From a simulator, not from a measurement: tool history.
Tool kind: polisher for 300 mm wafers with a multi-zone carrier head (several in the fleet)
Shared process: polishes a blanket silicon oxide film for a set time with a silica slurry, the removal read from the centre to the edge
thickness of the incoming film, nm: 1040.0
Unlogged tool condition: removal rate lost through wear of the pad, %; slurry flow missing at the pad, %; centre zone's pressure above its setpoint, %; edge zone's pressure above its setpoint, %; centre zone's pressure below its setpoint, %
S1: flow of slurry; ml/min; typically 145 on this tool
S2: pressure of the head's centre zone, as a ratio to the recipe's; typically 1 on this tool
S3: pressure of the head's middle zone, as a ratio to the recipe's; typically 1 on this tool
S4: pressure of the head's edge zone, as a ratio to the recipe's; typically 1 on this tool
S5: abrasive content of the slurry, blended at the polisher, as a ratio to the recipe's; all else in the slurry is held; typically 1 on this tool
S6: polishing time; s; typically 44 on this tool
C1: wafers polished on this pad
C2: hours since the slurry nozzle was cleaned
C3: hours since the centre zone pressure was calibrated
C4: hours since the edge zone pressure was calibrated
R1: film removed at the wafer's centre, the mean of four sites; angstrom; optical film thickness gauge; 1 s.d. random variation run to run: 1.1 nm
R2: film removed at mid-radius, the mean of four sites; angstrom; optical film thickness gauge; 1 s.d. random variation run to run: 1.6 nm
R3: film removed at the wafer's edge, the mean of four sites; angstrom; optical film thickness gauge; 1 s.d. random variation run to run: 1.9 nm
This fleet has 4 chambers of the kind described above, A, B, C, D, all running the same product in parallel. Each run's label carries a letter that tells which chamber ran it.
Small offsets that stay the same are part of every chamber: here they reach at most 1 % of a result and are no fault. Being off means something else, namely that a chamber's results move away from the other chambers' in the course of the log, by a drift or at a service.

Run 1B, day 0.579: usual settings; C1 435; C2 455; C3 131.5; C4 88.3. Result: R1 1303.9 angstrom, R2 1280.1 angstrom, R3 1292.3 angstrom.
At day 0.604: chamber D: worn pad replaced by a new one.
Run 2A, day 1.117: usual settings; C1 893; C2 765.7; C3 418.7; C4 1264.3. Result: R1 1282.3 angstrom, R2 1313.7 angstrom, R3 1298.8 angstrom.
At day 1.238: chamber A: worn pad replaced by a new one.
At day 1.271: chamber C: worn pad replaced by a new one.
At day 1.396: chamber A: edge zone pressure recalibrated.
At day 1.425: chamber C: slurry nozzle cleaned.
Run 3C, day 1.712: usual settings; C1 157; C2 7; C3 521.4; C4 783.5. Result: R1 1275.8 angstrom, R2 1236.6 angstrom, R3 1290.8 angstrom.
At day 2.033: chamber B: worn pad replaced by a new one.
Run 4D, day 2.208: usual settings; C1 567; C2 190.3; C3 548.5; C4 1067.9. Result: R1 1309.3 angstrom, R2 1291.5 angstrom, R3 1279.9 angstrom.
Run 5B, day 2.496: usual settings; C1 163; C2 501; C3 177.5; C4 134.3. Result: R1 1289.3 angstrom, R2 1305.5 angstrom, R3 1299.5 angstrom.
Run 6C, day 2.867: usual settings; C1 564; C2 34.7; C3 549.1; C4 811.2. Result: R1 1291 angstrom, R2 1283.7 angstrom, R3 1275.1 angstrom.
At day 3.171: chamber D: worn pad replaced by a new one.
At day 3.292: chamber A: slurry nozzle cleaned.
Run 7D, day 3.504: usual settings; C1 118; C2 221.4; C3 579.6; C4 1099. Result: R1 1293.4 angstrom, R2 1261.6 angstrom, R3 1253.4 angstrom.
At day 4.008: chamber A: worn pad replaced by a new one.
At day 4.008: chamber D: centre zone pressure recalibrated.
Run 8A, day 4.1: usual settings; C1 32; C2 19.4; C3 490.3; C4 65. Result: R1 1265.5 angstrom, R2 1280.2 angstrom, R3 1260.7 angstrom.
At day 4.425: chamber A: centre zone pressure recalibrated.
At day 4.55: chamber C: worn pad replaced by a new one.
Run 9B, day 4.688: usual settings; C1 937; C2 553.6; C3 230.1; C4 186.9. Result: R1 1283.6 angstrom, R2 1251.8 angstrom, R3 1282.8 angstrom.
At day 4.712: chamber D: edge zone pressure recalibrated.
At day 4.933: chamber B: worn pad replaced by a new one.
Run 10A, day 5: usual settings; C1 350; C2 41; C3 13.9; C4 86.6. Result: R1 1284.4 angstrom, R2 1263 angstrom, R3 1289.8 angstrom.
Run 11D, day 5.358: usual settings; C1 772; C2 265.9; C3 32.4; C4 15.5. Result: R1 1188 angstrom, R2 1303.5 angstrom, R3 1279.4 angstrom.
At day 5.388: chamber D: worn pad replaced by a new one.
At day 5.621: chamber C: edge zone pressure recalibrated.
Run 12C, day 5.938: usual settings; C1 490; C2 108.4; C3 622.8; C4 7.7. Result: R1 1277.4 angstrom, R2 1273.7 angstrom, R3 1274 angstrom.
Run 13C, day 6.254: usual settings; C1 602; C2 116; C3 630.4; C4 15.3. Result: R1 1266.6 angstrom, R2 1275.5 angstrom, R3 1277.3 angstrom.
Run 14B, day 6.554: usual settings; C1 572; C2 598.4; C3 274.9; C4 231.7. Result: R1 1288.9 angstrom, R2 1294.1 angstrom, R3 1266.1 angstrom.
At day 6.738: chamber A: worn pad replaced by a new one.
Run 15D, day 7.092: usual settings; C1 601; C2 307.5; C3 74; C4 57.1. Result: R1 1168.9 angstrom, R2 1260.5 angstrom, R3 1272.2 angstrom.
At day 7.442: chamber B: worn pad replaced by a new one.
Run 16A, day 7.483: usual settings; C1 263; C2 100.6; C3 73.5; C4 146.2. Result: R1 1260.8 angstrom, R2 1277.6 angstrom, R3 1298.3 angstrom.
At day 7.562: chamber D: slurry nozzle cleaned.
At day 7.671: chamber D: worn pad replaced by a new one.
At day 8.071: chamber C: worn pad replaced by a new one.
Run 17A, day 8.079: usual settings but S6 32 s; C1 473; C2 114.9; C3 87.8; C4 160.5. Result: R1 915.46 angstrom, R2 939.52 angstrom, R3 946.7 angstrom.
Run 18C, day 8.425: usual settings but S6 32 s; C1 125; C2 168.1; C3 682.5; C4 67.4. Result: R1 938.6 angstrom, R2 932.34 angstrom, R3 920.64 angstrom.
Run 19D, day 8.767: usual settings but S6 32 s; C1 387; C2 29; C3 114.2; C4 97.3. Result: R1 865.29 angstrom, R2 942.89 angstrom, R3 917.04 angstrom.
Run 20B, day 9.388: usual settings but S6 32 s; C1 686; C2 666.4; C3 342.9; C4 299.7. Result: R1 933.75 angstrom, R2 921.96 angstrom, R3 928.8 angstrom.
At day 9.421: chamber A: worn pad replaced by a new one.
Run 21C, day 9.996: usual settings; C1 679; C2 205.8; C3 720.2; C4 105.1. Result: R1 1254.6 angstrom, R2 1267.8 angstrom, R3 1234.3 angstrom.
At day 10.138: chamber B: worn pad replaced by a new one.
At day 10.171: chamber D: worn pad replaced by a new one.
Run 22D, day 10.379: usual settings; C1 74; C2 67.7; C3 152.9; C4 136. Result: R1 1193.1 angstrom, R2 1271 angstrom, R3 1254.2 angstrom.
At day 10.538: chamber B: centre zone pressure recalibrated.
Run 23B, day 10.675: usual settings but S3 0.94, S4 0.89; C1 189; C2 697.3; C3 3.3; C4 330.6. Result: R1 1289 angstrom, R2 1254.1 angstrom, R3 1216.9 angstrom.
Run 24A, day 11.254: usual settings but S3 0.94, S4 0.89; C1 647; C2 191.1; C3 164; C4 236.7. Result: R1 1278.1 angstrom, R2 1237 angstrom, R3 1205.4 angstrom.
At day 11.567: chamber C: worn pad replaced by a new one.
Run 25C, day 11.742: usual settings but S3 0.94, S4 0.89; C1 62; C2 247.7; C3 762.1; C4 147. Result: R1 1273.1 angstrom, R2 1209.7 angstrom, R3 1219 angstrom.
Run 26A, day 12.067: usual settings but S3 0.94, S4 0.89; C1 934; C2 210.6; C3 183.5; C4 256.2. Result: R1 1261.1 angstrom, R2 1196.9 angstrom, R3 1220.7 angstrom.
Run 27D, day 12.55: usual settings; C1 840; C2 119.8; C3 205; C4 188.1. Result: R1 1179.9 angstrom, R2 1288.7 angstrom, R3 1268.9 angstrom.
At day 12.625: chamber B: worn pad replaced by a new one.
Run 28B, day 13.017: usual settings; C1 139; C2 753.5; C3 59.5; C4 386.8. Result: R1 1283.5 angstrom, R2 1303.3 angstrom, R3 1266.2 angstrom.

What goes on in this fleet: one chamber off, a drifting gauge, or nothing beyond the chambers' own small offsets? Name the chamber and the cause, if any.

Chamber D came out of a service off from its peers and stayed that way.
What lies behind it: centre zone's pressure below its setpoint, % = 7.31.

Below are 4 candidate recipes for chamber D's next run, each the usual settings with a change, their results shown as question marks. Which of them brings D's results back in line with what the other chambers give on the usual settings?
In line here means within this much of the mean the other chambers give on the usual settings: R1 38 angstrom; R2 57 angstrom; R3 67 angstrom
Run 29D-1, day 13.483: usual settings but S2 1.02. Result: R1 ?, R2 ?, R3 ?.
Run 29D-2, day 13.483: usual settings but S1 140 ml/min, S2 0.94, S3 1.02, S4 1.01. Result: R1 ?, R2 ?, R3 ?.
Run 29D-3, day 13.483: usual settings but S1 150 ml/min, S2 1.06, S3 0.98, S4 0.99. Result: R1 ?, R2 ?, R3 ?.
Run 29D-4, day 13.483: usual settings but S2 0.98. Result: R1 ?, R2 ?, R3 ?.

Usual-settings mean across the other chambers: R1 1276 angstrom; R2 1277.1 angstrom; R3 1279.6 angstrom
  run      R1      R2      R3
29D-1  1213.7  1275.1  1269.7
29D-2  1099.7  1289.8  1269.5
29D-3  1275.7  1259.8  1269.6
29D-4  1161.1  1275.4  1269.7
The right change is 29D-3: it brings the chamber back within the allowed miss of the others.
